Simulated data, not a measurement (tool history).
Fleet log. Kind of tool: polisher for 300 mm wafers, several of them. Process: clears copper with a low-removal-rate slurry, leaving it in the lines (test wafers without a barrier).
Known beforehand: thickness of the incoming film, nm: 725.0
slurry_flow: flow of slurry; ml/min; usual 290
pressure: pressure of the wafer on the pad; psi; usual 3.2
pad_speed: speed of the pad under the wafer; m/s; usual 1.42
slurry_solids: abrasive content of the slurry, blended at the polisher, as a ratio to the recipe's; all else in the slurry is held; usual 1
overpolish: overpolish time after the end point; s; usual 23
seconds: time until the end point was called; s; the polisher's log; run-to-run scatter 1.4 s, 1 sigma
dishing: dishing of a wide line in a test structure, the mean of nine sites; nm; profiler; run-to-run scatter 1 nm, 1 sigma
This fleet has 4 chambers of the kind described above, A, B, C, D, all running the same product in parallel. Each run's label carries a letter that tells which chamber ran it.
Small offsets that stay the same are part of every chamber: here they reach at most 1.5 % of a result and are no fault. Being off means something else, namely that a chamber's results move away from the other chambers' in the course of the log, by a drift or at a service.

{"run": "1C", "hour": 11.1, "slurry_flow": 290, "pressure": 3.2, "pad_speed": 1.42, "slurry_solids": 1, "overpolish": 23, "seconds": 155.65, "dishing": 56.862}
{"hour": 18.2, "done": "chamber D: head pressure recalibrated"}
{"run": "2A", "hour": 24.1, "slurry_flow": 290, "pressure": 3.2, "pad_speed": 1.42, "slurry_solids": 1, "overpolish": 23, "seconds": 157.44, "dishing": 57.839}
{"run": "3D", "hour": 33.4, "slurry_flow": 290, "pressure": 3.2, "pad_speed": 1.42, "slurry_solids": 1, "overpolish": 23, "seconds": 156.37, "dishing": 57.242}
{"run": "4B", "hour": 49.4, "slurry_flow": 290, "pressure": 3.2, "pad_speed": 1.42, "slurry_solids": 1, "overpolish": 23, "seconds": 152.56, "dishing": 57.081}
{"run": "5C", "hour": 60.0, "slurry_flow": 290, "pressure": 3.2, "pad_speed": 1.42, "slurry_solids": 0.7, "overpolish": 23, "seconds": 170.5, "dishing": 54.985}
{"hour": 60.6, "done": "chamber D: worn pad replaced by a new one"}
{"hour": 61.2, "done": "chamber C: worn pad replaced by a new one"}
{"hour": 74.3, "done": "chamber D: slurry nozzle cleaned"}
{"run": "6B", "hour": 74.4, "slurry_flow": 290, "pressure": 3.2, "pad_speed": 1.42, "slurry_solids": 0.7, "overpolish": 23, "seconds": 166.52, "dishing": 55.243}
{"hour": 83.5, "done": "chamber A: worn pad replaced by a new one"}
{"run": "7D", "hour": 85.0, "slurry_flow": 290, "pressure": 3.2, "pad_speed": 1.42, "slurry_solids": 0.7, "overpolish": 23, "seconds": 169.46, "dishing": 54.475}
{"hour": 93.1, "done": "chamber B: slurry blender recalibrated"}
{"run": "8A", "hour": 95.6, "slurry_flow": 290, "pressure": 3.2, "pad_speed": 1.42, "slurry_solids": 0.7, "overpolish": 23, "seconds": 168.58, "dishing": 54.989}
{"hour": 98.8, "done": "chamber B: worn pad replaced by a new one"}
{"hour": 106.7, "done": "chamber C: slurry nozzle cleaned"}
{"run": "9C", "hour": 107.7, "slurry_flow": 290, "pressure": 3.2, "pad_speed": 1.42, "slurry_solids": 1, "overpolish": 23, "seconds": 158.35, "dishing": 58.853}
{"hour": 110.3, "done": "chamber A: slurry blender recalibrated"}
{"run": "10A", "hour": 120.0, "slurry_flow": 290, "pressure": 3.2, "pad_speed": 1.42, "slurry_solids": 1, "overpolish": 23, "seconds": 157.83, "dishing": 57.103}
{"run": "11B", "hour": 129.8, "slurry_flow": 290, "pressure": 3.2, "pad_speed": 1.42, "slurry_solids": 1, "overpolish": 23, "seconds": 156.44, "dishing": 55.197}
{"run": "12D", "hour": 144.3, "slurry_flow": 290, "pressure": 3.2, "pad_speed": 1.42, "slurry_solids": 1, "overpolish": 23, "seconds": 156.99, "dishing": 56.471}
{"run": "13D", "hour": 158.8, "slurry_flow": 290, "pressure": 3.2, "pad_speed": 1.42, "slurry_solids": 1, "overpolish": 23, "seconds": 156.12, "dishing": 57.098}
{"hour": 167.0, "done": "chamber C: worn pad replaced by a new one"}
{"hour": 169.8, "done": "chamber D: slurry blender recalibrated"}
{"run": "14A", "hour": 174.8, "slurry_flow": 290, "pressure": 3.2, "pad_speed": 1.42, "slurry_solids": 1, "overpolish": 23, "seconds": 157.15, "dishing": 57.158}
{"hour": 178.9, "done": "chamber D: worn pad replaced by a new one"}
{"hour": 180.9, "done": "chamber C: slurry blender recalibrated"}
{"run": "15C", "hour": 182.1, "slurry_flow": 290, "pressure": 4.2, "pad_speed": 1.04, "slurry_solids": 1, "overpolish": 23, "seconds": 165.57, "dishing": 55.427}
{"run": "16B", "hour": 191.9, "slurry_flow": 290, "pressure": 4.2, "pad_speed": 1.04, "slurry_solids": 1, "overpolish": 23, "seconds": 161.3, "dishing": 56.279}
{"run": "17C", "hour": 208.2, "slurry_flow": 290, "pressure": 4.2, "pad_speed": 1.04, "slurry_solids": 1, "overpolish": 23, "seconds": 164.06, "dishing": 55.434}
{"hour": 219.3, "done": "chamber B: slurry blender recalibrated"}
{"hour": 220.2, "done": "chamber B: slurry nozzle cleaned"}
{"run": "18B", "hour": 220.7, "slurry_flow": 290, "pressure": 4.2, "pad_speed": 1.04, "slurry_solids": 1, "overpolish": 23, "seconds": 160.31, "dishing": 56.737}
{"run": "19A", "hour": 230.9, "slurry_flow": 290, "pressure": 3.2, "pad_speed": 1.42, "slurry_solids": 1, "overpolish": 23, "seconds": 157.87, "dishing": 58.141}
{"run": "20D", "hour": 240.0, "slurry_flow": 290, "pressure": 3.2, "pad_speed": 1.42, "slurry_solids": 1, "overpolish": 23, "seconds": 157.39, "dishing": 55.845}
{"run": "21C", "hour": 250.1, "slurry_flow": 290, "pressure": 3.2, "pad_speed": 1.42, "slurry_solids": 1, "overpolish": 23, "seconds": 152.87, "dishing": 56.661}
{"hour": 260.9, "done": "chamber B: worn pad replaced by a new one"}
{"run": "22A", "hour": 261.3, "slurry_flow": 290, "pressure": 3.2, "pad_speed": 1.42, "slurry_solids": 1, "overpolish": 23, "seconds": 156.44, "dishing": 59.221}
{"hour": 262.5, "done": "chamber C: worn pad replaced by a new one"}
{"hour": 268.7, "done": "chamber A: worn pad replaced by a new one"}
{"run": "23D", "hour": 269.3, "slurry_flow": 290, "pressure": 3.2, "pad_speed": 1.42, "slurry_solids": 1, "overpolish": 23, "seconds": 154.67, "dishing": 57.21}
{"run": "24B", "hour": 285.3, "slurry_flow": 290, "pressure": 3.2, "pad_speed": 1.42, "slurry_solids": 1, "overpolish": 23, "seconds": 158.04, "dishing": 55.279}
{"hour": 294.0, "done": "chamber D: worn pad replaced by a new one"}
{"run": "25A", "hour": 296.4, "slurry_flow": 290, "pressure": 3.2, "pad_speed": 1.42, "slurry_solids": 1, "overpolish": 23, "seconds": 157.06, "dishing": 59.128}
{"hour": 302.4, "done": "chamber C: slurry nozzle cleaned"}
{"run": "26B", "hour": 310.0, "slurry_flow": 290, "pressure": 3.2, "pad_speed": 1.42, "slurry_solids": 1, "overpolish": 23, "seconds": 155.13, "dishing": 55.761}
{"hour": 312.6, "done": "chamber A: slurry blender recalibrated"}
{"run": "27D", "hour": 322.3, "slurry_flow": 290, "pressure": 3.2, "pad_speed": 1.42, "slurry_solids": 0.85, "overpolish": 23, "seconds": 163.47, "dishing": 56.73}
{"hour": 322.4, "done": "chamber A: head pressure recalibrated"}
{"hour": 337.2, "done": "chamber B: slurry blender recalibrated"}
{"run": "28C", "hour": 338.8, "slurry_flow": 290, "pressure": 3.2, "pad_speed": 1.42, "slurry_solids": 0.85, "overpolish": 23, "seconds": 158.08, "dishing": 57.146}
{"hour": 342.3, "done": "chamber A: slurry nozzle cleaned"}
{"run": "29C", "hour": 350.1, "slurry_flow": 290, "pressure": 3.2, "pad_speed": 1.42, "slurry_solids": 0.85, "overpolish": 23, "seconds": 155.09, "dishing": 56.708}
{"hour": 352.1, "done": "chamber C: slurry blender recalibrated"}
{"hour": 361.6, "done": "chamber C: worn pad replaced by a new one"}
{"run": "30B", "hour": 364.3, "slurry_flow": 290, "pressure": 3.2, "pad_speed": 1.42, "slurry_solids": 0.85, "overpolish": 23, "seconds": 159.5, "dishing": 56.074}
{"run": "31D", "hour": 375.8, "slurry_flow": 290, "pressure": 3.2, "pad_speed": 1.42, "slurry_solids": 1, "overpolish": 23, "seconds": 155.35, "dishing": 57.368}
{"run": "32A", "hour": 383.5, "slurry_flow": 290, "pressure": 3.2, "pad_speed": 1.42, "slurry_solids": 1, "overpolish": 23, "seconds": 155.15, "dishing": 57.053}
{"run": "33C", "hour": 395.0, "slurry_flow": 290, "pressure": 3.2, "pad_speed": 1.42, "slurry_solids": 1, "overpolish": 23, "seconds": 149.31, "dishing": 58.095}
{"hour": 401.3, "done": "chamber B: worn pad replaced by a new one"}
{"hour": 403.9, "done": "chamber D: worn pad replaced by a new one"}
{"run": "34D", "hour": 407.3, "slurry_flow": 290, "pressure": 2.7, "pad_speed": 1.42, "slurry_solids": 1, "overpolish": 23, "seconds": 186.19, "dishing": 49.984}
{"run": "35B", "hour": 423.7, "slurry_flow": 290, "pressure": 2.7, "pad_speed": 1.42, "slurry_solids": 1, "overpolish": 23, "seconds": 184.24, "dishing": 51.262}
{"hour": 431.8, "done": "chamber A: worn pad replaced by a new one"}
{"run": "36A", "hour": 437.5, "slurry_flow": 290, "pressure": 2.7, "pad_speed": 1.42, "slurry_solids": 1, "overpolish": 23, "seconds": 188.79, "dishing": 50.945}
{"run": "37C", "hour": 449.8, "slurry_flow": 290, "pressure": 2.7, "pad_speed": 1.42, "slurry_solids": 1, "overpolish": 23, "seconds": 171.42, "dishing": 52.27}
{"run": "38A", "hour": 459.9, "slurry_flow": 290, "pressure": 3.2, "pad_speed": 1.42, "slurry_solids": 1, "overpolish": 23, "seconds": 157.1, "dishing": 55.012}

Decide between three cases: one chamber stands off from its peers, the gauge reading all wafers drifts, or nothing is wrong past each chamber's small offset. Where a chamber is off, say which and what most likely put it there.

Chamber C drifts away from the others.
Cause: head's pressure above its setpoint, % = 7.54.

Which of the 4 candidates below, each the usual settings with something changed and its results left as question marks, puts chamber C back in line with what the other chambers give on the usual settings?
In-line tolerance around the mean of the other chambers on the usual settings: seconds 4.9 s; dishing 3.5 nm
{"run": "39C-1", "hour": 471.8, "slurry_flow": 290, "pressure": 3.3, "pad_speed": 1.46, "slurry_solids": 1, "overpolish": 23, "seconds": "?", "dishing": "?"}
{"run": "39C-2", "hour": 471.8, "slurry_flow": 290, "pressure": 3.4, "pad_speed": 1.52, "slurry_solids": 1, "overpolish": 23, "seconds": "?", "dishing": "?"}
{"run": "39C-3", "hour": 471.8, "slurry_flow": 290, "pressure": 3, "pad_speed": 1.32, "slurry_solids": 1, "overpolish": 23, "seconds": "?", "dishing": "?"}
{"run": "39C-4", "hour": 471.8, "slurry_flow": 290, "pressure": 3.1, "pad_speed": 1.38, "slurry_solids": 1, "overpolish": 23, "seconds": "?", "dishing": "?"}

The other chambers' mean on the usual settings: seconds 156.28 s; dishing 57.168 nm
run=39C-1 seconds=137.63 dishing=62.085
run=39C-2 seconds=128.3 dishing=64.82
run=39C-3 seconds=167.44 dishing=54.589
run=39C-4 seconds=154.98 dishing=57.483
Change 39C-4 lands the chamber within the allowed miss of the other chambers.
